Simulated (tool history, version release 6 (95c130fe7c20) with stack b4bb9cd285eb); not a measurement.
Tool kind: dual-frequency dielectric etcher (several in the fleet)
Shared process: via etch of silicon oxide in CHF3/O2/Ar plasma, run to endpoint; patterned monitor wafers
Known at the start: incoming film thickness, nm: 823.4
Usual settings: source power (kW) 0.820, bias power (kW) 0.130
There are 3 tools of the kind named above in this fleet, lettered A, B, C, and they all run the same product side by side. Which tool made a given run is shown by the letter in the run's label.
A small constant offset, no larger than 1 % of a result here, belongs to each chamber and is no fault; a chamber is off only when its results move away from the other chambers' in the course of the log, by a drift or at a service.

run,hour,source power (kW),bias power (kW),hours since the last wet clean,hours since the last source power generator calibration,hours since the last bias power generator calibration,endpoint time (s)
1A,11.8,0.820,0.130,407.7,44.3,540.8,407.97
# hour 19.0: chamber C: wet clean of the chamber
2C,22.4,0.820,0.130,3.5,2387.7,3381.8,408.41
3B,32.0,0.820,0.130,534.1,491.8,1546.4,412.97
# hour 33.5: chamber B: wet clean of the chamber
4A,44.2,0.820,0.130,440.1,76.7,573.2,409.06
5B,52.0,0.820,0.130,18.5,511.8,1566.4,413.84
6C,64.1,0.820,0.130,45.2,2429.4,3423.5,407.12
7A,76.1,0.820,0.130,472.0,108.6,605.1,405.10
# hour 84.9: chamber A: wet clean of the chamber
8B,87.0,0.820,0.130,53.5,546.8,1601.4,408.83
9C,93.0,0.820,0.130,74.1,2458.3,3452.4,407.28
# hour 100.1: chamber C: source power generator calibrated
10C,103.0,0.820,0.130,84.1,2.9,3462.4,405.84
11B,108.9,0.820,0.130,75.4,568.7,1623.3,410.87
12A,115.6,0.820,0.130,30.7,148.1,644.6,427.17
13C,121.4,0.820,0.130,102.5,21.3,3480.8,411.27
14B,130.3,0.820,0.130,96.8,590.1,1644.7,411.27
15A,136.3,0.820,0.114,51.4,168.8,665.3,441.92
16A,145.1,0.820,0.114,60.2,177.6,674.1,440.70
17C,157.1,0.820,0.114,138.2,57.0,3516.5,424.77
18B,169.5,0.820,0.130,136.0,629.3,1683.9,412.39
19C,174.9,0.820,0.130,156.0,74.8,3534.3,408.31
20B,187.1,0.820,0.130,153.6,646.9,1701.5,410.47
21A,199.3,0.820,0.130,114.4,231.8,728.3,427.04
22C,210.0,0.820,0.130,191.1,109.9,3569.4,408.81

Is one chamber off against the others, does the gauge drift, or is nothing wrong? If a chamber is off, say which, and what the likeliest cause is.

Chamber A has stood off from the others ever since a service on it.
Cause: etch rate under this chamber's usual, % = 4.8.

Below are 4 candidate recipes for chamber A's next run, each the usual settings with a change, their results shown as question marks. Which of them brings A's results back in line with what the other chambers give on the usual settings?
In line means no further than this from the other chambers' mean on the usual settings: endpoint time (s) 7.40
23A-1,218.9,0.870,0.137,,,,?
23A-2,218.9,0.820,0.126,,,,?
23A-3,218.9,0.840,0.130,,,,?
23A-4,218.9,0.770,0.123,,,,?

On the usual settings, the other chambers give on average: endpoint time (s) 409.24
run,endpoint time (s)
23A-1,411.27
23A-2,431.93
23A-3,423.78
23A-4,445.97
Change 23A-1 lands the chamber within the allowed miss of the other chambers.

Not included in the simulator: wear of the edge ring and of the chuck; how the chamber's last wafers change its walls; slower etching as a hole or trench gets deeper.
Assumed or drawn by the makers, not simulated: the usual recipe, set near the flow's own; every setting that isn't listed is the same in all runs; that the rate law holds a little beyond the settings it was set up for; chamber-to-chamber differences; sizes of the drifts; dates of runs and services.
